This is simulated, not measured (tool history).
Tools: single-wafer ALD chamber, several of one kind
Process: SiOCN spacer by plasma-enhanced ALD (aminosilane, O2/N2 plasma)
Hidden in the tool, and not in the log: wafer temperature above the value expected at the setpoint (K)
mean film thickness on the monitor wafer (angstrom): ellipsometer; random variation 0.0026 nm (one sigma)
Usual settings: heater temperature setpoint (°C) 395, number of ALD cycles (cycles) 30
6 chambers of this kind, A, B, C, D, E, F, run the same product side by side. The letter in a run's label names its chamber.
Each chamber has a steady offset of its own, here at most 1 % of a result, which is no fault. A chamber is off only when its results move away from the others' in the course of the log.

| run | hour | heater temperature setpoint (°C) | number of ALD cycles (cycles) | hours since the last thermocouple change | read-back reference wafer on the same gauge, thickness_nm | mean film thickness on the monitor wafer (angstrom) |
|---|---|---|---|---|---|---|
| 1D | 9.7 | 395 | 30 | 661.9 | 1.6199 | 18.019 |
| 2F | 21.0 | 395 | 30 | 2470.8 | 1.6194 | 18.097 |
| 3A | 30.3 | 395 | 30 | 890.4 | 1.6193 | 18.137 |
| 4E | 43.4 | 395 | 30 | 468.8 | 1.6190 | 17.992 |
| 5C | 56.9 | 395 | 30 | 1973.2 | 1.6187 | 17.970 |
| 6B | 67.8 | 395 | 30 | 1544.7 | 1.6180 | 18.107 |
|  | 75.2 | chamber A: thermocouple changed; heater temperature recalibrated |
| 7B | 75.5 | 395 | 30 | 1552.4 | 1.6180 | 18.143 |
| 8A | 89.0 | 395 | 30 | 13.8 | 1.6181 | 18.178 |
| 9D | 95.3 | 395 | 30 | 747.5 | 1.6177 | 18.014 |
| 10F | 102.2 | 395 | 27 | 2552.0 | 1.6168 | 16.238 |
| 11E | 112.7 | 395 | 27 | 538.1 | 1.6174 | 16.239 |
| 12C | 122.3 | 395 | 27 | 2038.6 | 1.6164 | 16.160 |
| 13B | 129.6 | 395 | 27 | 1606.5 | 1.6165 | 16.323 |
| 14F | 136.1 | 395 | 27 | 2585.9 | 1.6163 | 16.282 |
| 15C | 148.1 | 395 | 27 | 2064.4 | 1.6169 | 16.194 |
| 16E | 158.7 | 402 | 32 | 584.1 | 1.6159 | 18.826 |
| 17A | 165.3 | 402 | 32 | 90.1 | 1.6161 | 19.204 |
|  | 174.6 | chamber F: thermocouple changed; heater temperature recalibrated |
| 18D | 174.8 | 402 | 32 | 827.0 | 1.6151 | 19.078 |
| 19C | 182.4 | 402 | 32 | 2098.7 | 1.6159 | 19.004 |
| 20F | 190.9 | 402 | 32 | 16.4 | 1.6150 | 19.116 |
| 21E | 203.7 | 402 | 32 | 629.1 | 1.6152 | 18.841 |
| 22A | 211.0 | 395 | 30 | 135.8 | 1.6144 | 18.129 |
| 23D | 220.0 | 395 | 30 | 872.2 | 1.6149 | 17.929 |
| 24B | 229.7 | 384 | 36 | 1706.6 | 1.6142 | 21.705 |
| 25D | 242.6 | 384 | 36 | 894.8 | 1.6139 | 21.594 |
| 26E | 253.0 | 384 | 36 | 678.4 | 1.6138 | 21.562 |
| 27C | 263.9 | 384 | 36 | 2180.2 | 1.6132 | 21.502 |
| 28B | 275.1 | 384 | 36 | 1752.0 | 1.6128 | 21.686 |
| 29A | 282.6 | 384 | 36 | 207.4 | 1.6127 | 21.669 |
| 30F | 290.4 | 395 | 34 | 115.9 | 1.6130 | 20.486 |
| 31C | 302.1 | 395 | 34 | 2218.4 | 1.6126 | 20.252 |
| 32D | 314.8 | 395 | 34 | 967.0 | 1.6122 | 20.314 |
| 33E | 327.8 | 395 | 34 | 753.2 | 1.6120 | 20.279 |
| 34B | 336.1 | 395 | 34 | 1813.0 | 1.6121 | 20.493 |
| 35A | 347.0 | 395 | 34 | 271.8 | 1.6110 | 20.455 |
| 36F | 355.9 | 395 | 30 | 181.4 | 1.6110 | 17.997 |
| 37B | 367.1 | 395 | 30 | 1844.0 | 1.6112 | 18.052 |

Next, every chamber runs the same settings. What will each give?
| 38A | 376.9 | 395 | 30 |  |  | ? |
| 38B | 376.9 | 395 | 30 |  |  | ? |
| 38C | 376.9 | 395 | 30 |  |  | ? |
| 38D | 376.9 | 395 | 30 |  |  | ? |
| 38E | 376.9 | 395 | 30 |  |  | ? |
| 38F | 376.9 | 395 | 30 |  |  | ? |

| run | mean film thickness on the monitor wafer (angstrom) |
|---|---|
| 38A | 18.069 |
| 38B | 18.118 |
| 38C | 17.906 |
| 38D | 17.891 |
| 38E | 17.950 |
| 38F | 18.050 |

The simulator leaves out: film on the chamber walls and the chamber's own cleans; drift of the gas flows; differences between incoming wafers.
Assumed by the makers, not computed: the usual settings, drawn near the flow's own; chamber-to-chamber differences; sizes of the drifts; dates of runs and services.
